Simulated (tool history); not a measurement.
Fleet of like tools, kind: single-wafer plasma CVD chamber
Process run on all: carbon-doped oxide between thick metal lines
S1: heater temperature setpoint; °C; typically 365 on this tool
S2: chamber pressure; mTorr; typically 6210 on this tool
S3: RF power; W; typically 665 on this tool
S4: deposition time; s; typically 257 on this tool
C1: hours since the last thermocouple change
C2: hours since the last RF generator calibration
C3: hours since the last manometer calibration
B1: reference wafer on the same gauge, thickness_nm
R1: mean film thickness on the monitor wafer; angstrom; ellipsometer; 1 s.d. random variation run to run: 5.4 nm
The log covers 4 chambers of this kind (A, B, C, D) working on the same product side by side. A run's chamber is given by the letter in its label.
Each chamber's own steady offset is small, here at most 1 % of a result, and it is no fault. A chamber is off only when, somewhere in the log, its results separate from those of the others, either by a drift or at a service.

{"run": "1C", "hour": 3.8, "S1": 365, "S2": 6210, "S3": 665, "S4": 257, "C1": 368, "C2": 418.4, "C3": 477.6, "B1": 1510, "R1": 15290}
{"run": "2D", "hour": 9.5, "S1": 365, "S2": 6210, "S3": 665, "S4": 257, "C1": 138.7, "C2": 589.8, "C3": 930.1, "B1": 1510.1, "R1": 15178}
{"run": "3A", "hour": 14.2, "S1": 365, "S2": 6210, "S3": 665, "S4": 257, "C1": 138.3, "C2": 1252.9, "C3": 214.6, "B1": 1511.4, "R1": 15217}
{"run": "4B", "hour": 19.4, "S1": 365, "S2": 6210, "S3": 665, "S4": 257, "C1": 1027.1, "C2": 2021.2, "C3": 494, "B1": 1511.5, "R1": 15432}
{"run": "5C", "hour": 22.9, "S1": 365, "S2": 6210, "S3": 665, "S4": 257, "C1": 387.1, "C2": 437.5, "C3": 496.7, "B1": 1508.7, "R1": 15305}
{"run": "6B", "hour": 28.5, "S1": 365, "S2": 6210, "S3": 665, "S4": 257, "C1": 1036.2, "C2": 2030.3, "C3": 503.1, "B1": 1509.8, "R1": 15360}
{"run": "7A", "hour": 32.1, "S1": 365, "S2": 6210, "S3": 665, "S4": 257, "C1": 156.2, "C2": 1270.8, "C3": 232.5, "B1": 1509.6, "R1": 15229}
{"run": "8D", "hour": 36.8, "S1": 365, "S2": 6210, "S3": 665, "S4": 257, "C1": 166, "C2": 617.1, "C3": 957.4, "B1": 1510.2, "R1": 15280}
{"run": "9D", "hour": 43.2, "S1": 365, "S2": 6210, "S3": 665, "S4": 257, "C1": 172.4, "C2": 623.5, "C3": 963.8, "B1": 1509.4, "R1": 15149}
{"run": "10C", "hour": 49.3, "S1": 365, "S2": 6210, "S3": 665, "S4": 257, "C1": 413.5, "C2": 463.9, "C3": 523.1, "B1": 1509.5, "R1": 15444}
{"run": "11B", "hour": 53.6, "S1": 365, "S2": 6210, "S3": 665, "S4": 257, "C1": 1061.3, "C2": 2055.4, "C3": 528.2, "B1": 1510.9, "R1": 15398}
{"run": "12A", "hour": 58.8, "S1": 365, "S2": 7230, "S3": 665, "S4": 240, "C1": 182.9, "C2": 1297.5, "C3": 259.2, "B1": 1509.7, "R1": 14452}
{"run": "13C", "hour": 65.3, "S1": 365, "S2": 7230, "S3": 665, "S4": 240, "C1": 429.5, "C2": 479.9, "C3": 539.1, "B1": 1510.7, "R1": 14545}
{"run": "14D", "hour": 71.8, "S1": 365, "S2": 7230, "S3": 665, "S4": 240, "C1": 201, "C2": 652.1, "C3": 992.4, "B1": 1510.4, "R1": 14425}
{"run": "15A", "hour": 76.7, "S1": 365, "S2": 7230, "S3": 665, "S4": 240, "C1": 200.8, "C2": 1315.4, "C3": 277.1, "B1": 1510, "R1": 14415}
{"run": "16B", "hour": 80.5, "S1": 365, "S2": 7140, "S3": 665, "S4": 257, "C1": 1088.2, "C2": 2082.3, "C3": 555.1, "B1": 1509.6, "R1": 15581}
{"run": "17D", "hour": 83.5, "S1": 365, "S2": 7140, "S3": 665, "S4": 257, "C1": 212.7, "C2": 663.8, "C3": 1004.1, "B1": 1509.8, "R1": 15493}
{"run": "18B", "hour": 90.4, "S1": 365, "S2": 7140, "S3": 665, "S4": 257, "C1": 1098.1, "C2": 2092.2, "C3": 565, "B1": 1510.2, "R1": 15619}
{"hour": 93.1, "done": "chamber A: RF generator calibrated"}
{"run": "19A", "hour": 96.5, "S1": 365, "S2": 7140, "S3": 665, "S4": 257, "C1": 220.6, "C2": 3.4, "C3": 296.9, "B1": 1509.5, "R1": 15385}
{"run": "20C", "hour": 100.3, "S1": 365, "S2": 6210, "S3": 665, "S4": 257, "C1": 464.5, "C2": 514.9, "C3": 574.1, "B1": 1511.7, "R1": 15312}
{"run": "21C", "hour": 104.9, "S1": 365, "S2": 6210, "S3": 665, "S4": 257, "C1": 469.1, "C2": 519.5, "C3": 578.7, "B1": 1509.2, "R1": 15420}
{"run": "22D", "hour": 111.1, "S1": 365, "S2": 6210, "S3": 665, "S4": 257, "C1": 240.3, "C2": 691.4, "C3": 1031.7, "B1": 1509.7, "R1": 15122}
{"run": "23A", "hour": 116.7, "S1": 358, "S2": 6210, "S3": 595, "S4": 257, "C1": 240.8, "C2": 23.6, "C3": 317.1, "B1": 1510.2, "R1": 14548}
{"run": "24B", "hour": 121.0, "S1": 358, "S2": 6210, "S3": 595, "S4": 257, "C1": 1128.7, "C2": 2122.8, "C3": 595.6, "B1": 1509.1, "R1": 14603}
{"run": "25A", "hour": 127.0, "S1": 358, "S2": 6210, "S3": 595, "S4": 257, "C1": 251.1, "C2": 33.9, "C3": 327.4, "B1": 1509.3, "R1": 14560}
{"run": "26D", "hour": 130.3, "S1": 358, "S2": 6210, "S3": 595, "S4": 257, "C1": 259.5, "C2": 710.6, "C3": 1050.9, "B1": 1508.8, "R1": 14501}
{"run": "27B", "hour": 134.5, "S1": 365, "S2": 6210, "S3": 665, "S4": 257, "C1": 1142.2, "C2": 2136.3, "C3": 609.1, "B1": 1509.3, "R1": 15324}
{"run": "28C", "hour": 138.9, "S1": 365, "S2": 7670, "S3": 665, "S4": 238, "C1": 503.1, "C2": 553.5, "C3": 612.7, "B1": 1509.9, "R1": 14443}
{"run": "29D", "hour": 144.4, "S1": 365, "S2": 7670, "S3": 665, "S4": 238, "C1": 273.6, "C2": 724.7, "C3": 1065, "B1": 1510.2, "R1": 14368}
{"run": "30A", "hour": 147.9, "S1": 365, "S2": 7670, "S3": 665, "S4": 238, "C1": 272, "C2": 54.8, "C3": 348.3, "B1": 1510.6, "R1": 14311}
{"run": "31C", "hour": 153.6, "S1": 365, "S2": 7670, "S3": 665, "S4": 238, "C1": 517.8, "C2": 568.2, "C3": 627.4, "B1": 1509.2, "R1": 14407}
{"run": "32B", "hour": 157.4, "S1": 365, "S2": 6210, "S3": 665, "S4": 257, "C1": 1165.1, "C2": 2159.2, "C3": 632, "B1": 1509.8, "R1": 15289}
{"run": "33D", "hour": 161.6, "S1": 365, "S2": 6210, "S3": 665, "S4": 257, "C1": 290.8, "C2": 741.9, "C3": 1082.2, "B1": 1509.7, "R1": 15145}
{"run": "34B", "hour": 168.6, "S1": 365, "S2": 6210, "S3": 665, "S4": 257, "C1": 1176.3, "C2": 2170.4, "C3": 643.2, "B1": 1510.5, "R1": 15400}
{"run": "35A", "hour": 173.2, "S1": 365, "S2": 6210, "S3": 665, "S4": 257, "C1": 297.3, "C2": 80.1, "C3": 373.6, "B1": 1509, "R1": 15255}
{"run": "36C", "hour": 178.5, "S1": 365, "S2": 6210, "S3": 665, "S4": 257, "C1": 542.7, "C2": 593.1, "C3": 652.3, "B1": 1511.7, "R1": 15228}
{"run": "37B", "hour": 182.7, "S1": 365, "S2": 6210, "S3": 665, "S4": 257, "C1": 1190.4, "C2": 2184.5, "C3": 657.3, "B1": 1508.3, "R1": 15381}
{"run": "38D", "hour": 186.0, "S1": 365, "S2": 6210, "S3": 665, "S4": 257, "C1": 315.2, "C2": 766.3, "C3": 1106.6, "B1": 1508.8, "R1": 15213}
{"run": "39C", "hour": 189.3, "S1": 365, "S2": 6210, "S3": 665, "S4": 257, "C1": 553.5, "C2": 603.9, "C3": 663.1, "B1": 1509.2, "R1": 15339}
{"run": "40A", "hour": 194.2, "S1": 365, "S2": 6210, "S3": 665, "S4": 257, "C1": 318.3, "C2": 101.1, "C3": 394.6, "B1": 1508.4, "R1": 15254}
{"run": "41D", "hour": 198.9, "S1": 365, "S2": 6210, "S3": 665, "S4": 257, "C1": 328.1, "C2": 779.2, "C3": 1119.5, "B1": 1510.1, "R1": 15183}

Decide between three cases: one chamber stands off from its peers, the gauge reading all wafers drifts, or nothing is wrong past each chamber's small offset. Where a chamber is off, say which and what most likely put it there.

No chamber stands off beyond its own small offset, and the gauge holds steady.
